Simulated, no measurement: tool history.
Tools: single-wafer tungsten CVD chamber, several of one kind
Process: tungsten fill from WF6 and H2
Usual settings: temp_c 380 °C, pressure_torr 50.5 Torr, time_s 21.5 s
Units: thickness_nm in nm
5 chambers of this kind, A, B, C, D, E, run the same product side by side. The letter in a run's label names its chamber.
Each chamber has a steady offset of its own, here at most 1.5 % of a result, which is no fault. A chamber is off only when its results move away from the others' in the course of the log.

run   hour  temp_c  pressure_torr  time_s  read-back reference wafer on the same gauge, thickness_nm  thickness_nm
 1C    7.8     380           50.5    21.5                                                     56.906        53.372
 2B   14.6     380           50.5    21.5                                                     56.861        54.011
 3D   24.6     380           50.5    21.5                                                     56.886        54.204
 4A   35.4     380           50.5    21.5                                                     56.852        54.338
 5E   42.7     380           50.5    21.5                                                     56.837        53.308
 6A   49.5     380           42.9    25.1                                                     56.819        58.856
 7E   56.1     380           42.9    25.1                                                      56.83        57.857
 8C     67     380           42.9    25.1                                                     56.804        57.803
 9B   75.8     380           42.9    25.1                                                     56.829        58.719
10D   82.7     380           42.9    25.1                                                     56.803        58.577
11A   89.4     380           50.5    21.5                                                     56.781        54.211
12C   96.7     380           50.5    21.5                                                     56.766        53.447
13E  107.7     380           50.5    21.5                                                     56.754         53.34
14B  118.1     380           50.5    21.5                                                     56.733        54.053
15D  123.2     380           50.5    21.5                                                     56.731        53.962
16D  129.7     380           50.5    21.5                                                     56.717        53.875
17B    138     380           50.5    21.5                                                     56.724        53.823
18E  146.8     380           50.5    21.5                                                     56.712        53.159
19C  156.9     380           50.5    21.5                                                     56.698         53.25
20A  166.8     380           50.5    21.5                                                     56.668        54.028
21D  172.3     380           50.5    21.5                                                     56.653        53.919
22B  177.9     380           50.5    21.5                                                     56.674         53.84
23C  187.9     380           50.5    21.5                                                     56.656        53.175
     188.1  -- chamber B: thermocouple changed; heater temperature recalibrated
24E  198.3     380           50.5    21.5                                                      56.62         53.24
25A  207.3     380           50.5    21.5                                                      56.63        54.028
26B  217.1     380           42.5    21.5                                                     56.603        49.817
27D  223.3     380           42.5    21.5                                                     56.615        49.709
28C  229.8     380           42.5    21.5                                                     56.589        49.282
     230.3  -- chamber A: capacitance manometer re-zeroed and calibrated
29A  235.3     380           42.5    21.5                                                     56.587        49.769
30E  241.8     380           42.5    21.5                                                     56.581        48.988
31B  253.1     367           50.5    21.5                                                     56.542         40.98
32D  263.8     367           50.5    21.5                                                     56.536        41.112

Next, every chamber runs the same settings. What will each give?
33A  272.1     380           50.5    21.5                                                                        ?
33B  272.1     380           50.5    21.5                                                                        ?
33C  272.1     380           50.5    21.5                                                                        ?
33D  272.1     380           50.5    21.5                                                                        ?
33E  272.1     380           50.5    21.5                                                                        ?

run  thickness_nm
33A        53.954
33B        53.756
33C         53.15
33D        53.915
33E        53.063
